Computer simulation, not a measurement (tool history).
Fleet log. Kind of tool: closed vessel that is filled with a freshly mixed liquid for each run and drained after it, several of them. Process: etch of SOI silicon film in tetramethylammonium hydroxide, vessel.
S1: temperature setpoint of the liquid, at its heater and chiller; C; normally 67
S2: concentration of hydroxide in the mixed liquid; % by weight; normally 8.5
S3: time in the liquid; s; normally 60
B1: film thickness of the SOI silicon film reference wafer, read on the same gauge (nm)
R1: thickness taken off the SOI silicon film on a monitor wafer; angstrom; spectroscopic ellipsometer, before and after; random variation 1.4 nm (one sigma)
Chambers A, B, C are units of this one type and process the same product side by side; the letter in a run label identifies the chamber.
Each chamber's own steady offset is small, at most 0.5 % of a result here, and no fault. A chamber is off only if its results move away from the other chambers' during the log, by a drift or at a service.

Run 1B, hour 7.2: usual settings; B1 80.044. Result: R1 3611.9 angstrom.
Run 2A, hour 16.1: usual settings; B1 80.02. Result: R1 3594.2 angstrom.
Run 3C, hour 22.9: usual settings; B1 80.056. Result: R1 3622.5 angstrom.
Run 4C, hour 30.1: usual settings; B1 79.975. Result: R1 3614.9 angstrom.
Run 5B, hour 35.6: usual settings; B1 79.959. Result: R1 3616.7 angstrom.
At hour 39.5: chamber A: thermometer replaced.
Run 6A, hour 42.1: usual settings; B1 79.983. Result: R1 3613 angstrom.
Run 7A, hour 48.1: usual settings; B1 80.005. Result: R1 3599.6 angstrom.
Run 8B, hour 56.5: usual settings; B1 80.061. Result: R1 3628.6 angstrom.
Run 9C, hour 61: usual settings but S2 9.5 % by weight, S3 85 s; B1 80.006. Result: R1 4921.4 angstrom.
Run 10A, hour 66.7: usual settings but S2 9.5 % by weight, S3 85 s; B1 80.01. Result: R1 4887.8 angstrom.
Run 11B, hour 75.6: usual settings but S2 9.5 % by weight, S3 85 s; B1 80.001. Result: R1 4939.7 angstrom.
Run 12C, hour 80.1: usual settings; B1 79.98. Result: R1 3607.1 angstrom.
Run 13A, hour 85.6: usual settings; B1 79.961. Result: R1 3609.7 angstrom.
Run 14B, hour 92.6: usual settings; B1 80.002. Result: R1 3614.4 angstrom.
Run 15C, hour 98.9: usual settings; B1 80.041. Result: R1 3649.5 angstrom.
Run 16A, hour 106.8: usual settings; B1 79.994. Result: R1 3612.1 angstrom.
Run 17C, hour 113.1: usual settings; B1 80.029. Result: R1 3645.3 angstrom.
Run 18B, hour 121.6: usual settings; B1 80.006. Result: R1 3631.3 angstrom.
At hour 126.4: chamber A: hydroxide flow meter replaced.
Run 19A, hour 130.6: usual settings; B1 79.999. Result: R1 3606.5 angstrom.
Run 20C, hour 136.4: usual settings; B1 80.033. Result: R1 3666.5 angstrom.
Run 21B, hour 144.7: usual settings; B1 79.945. Result: R1 3638.1 angstrom.
Run 22B, hour 150.2: usual settings; B1 79.998. Result: R1 3602.3 angstrom.
Run 23C, hour 154.7: usual settings but S3 30 s; B1 79.967. Result: R1 1842.8 angstrom.
Run 24A, hour 160.9: usual settings but S3 30 s; B1 80.009. Result: R1 1796.9 angstrom.
Run 25C, hour 165.8: usual settings but S3 30 s; B1 79.993. Result: R1 1840.2 angstrom.
Run 26B, hour 170.7: usual settings; B1 79.956. Result: R1 3610.6 angstrom.
Run 27A, hour 175.3: usual settings; B1 79.994. Result: R1 3586.1 angstrom.
Run 28A, hour 184.4: usual settings; B1 80.016. Result: R1 3613.1 angstrom.
Run 29B, hour 188.8: usual settings; B1 79.988. Result: R1 3635.4 angstrom.
Run 30C, hour 195.8: usual settings; B1 79.988. Result: R1 3723 angstrom.
Run 31A, hour 203.8: usual settings; B1 80.004. Result: R1 3597.6 angstrom.
Run 32C, hour 208: usual settings; B1 79.981. Result: R1 3735.3 angstrom.
Run 33B, hour 212.9: usual settings; B1 80.003. Result: R1 3634.7 angstrom.

Next, every chamber runs the same settings. What will each give?
Run 34A, hour 219.4: usual settings. Result: R1 ?.
Run 34B, hour 219.4: usual settings. Result: R1 ?.
Run 34C, hour 219.4: usual settings. Result: R1 ?.

run      R1
34A  3595.6
34B  3619.8
34C  3738.8
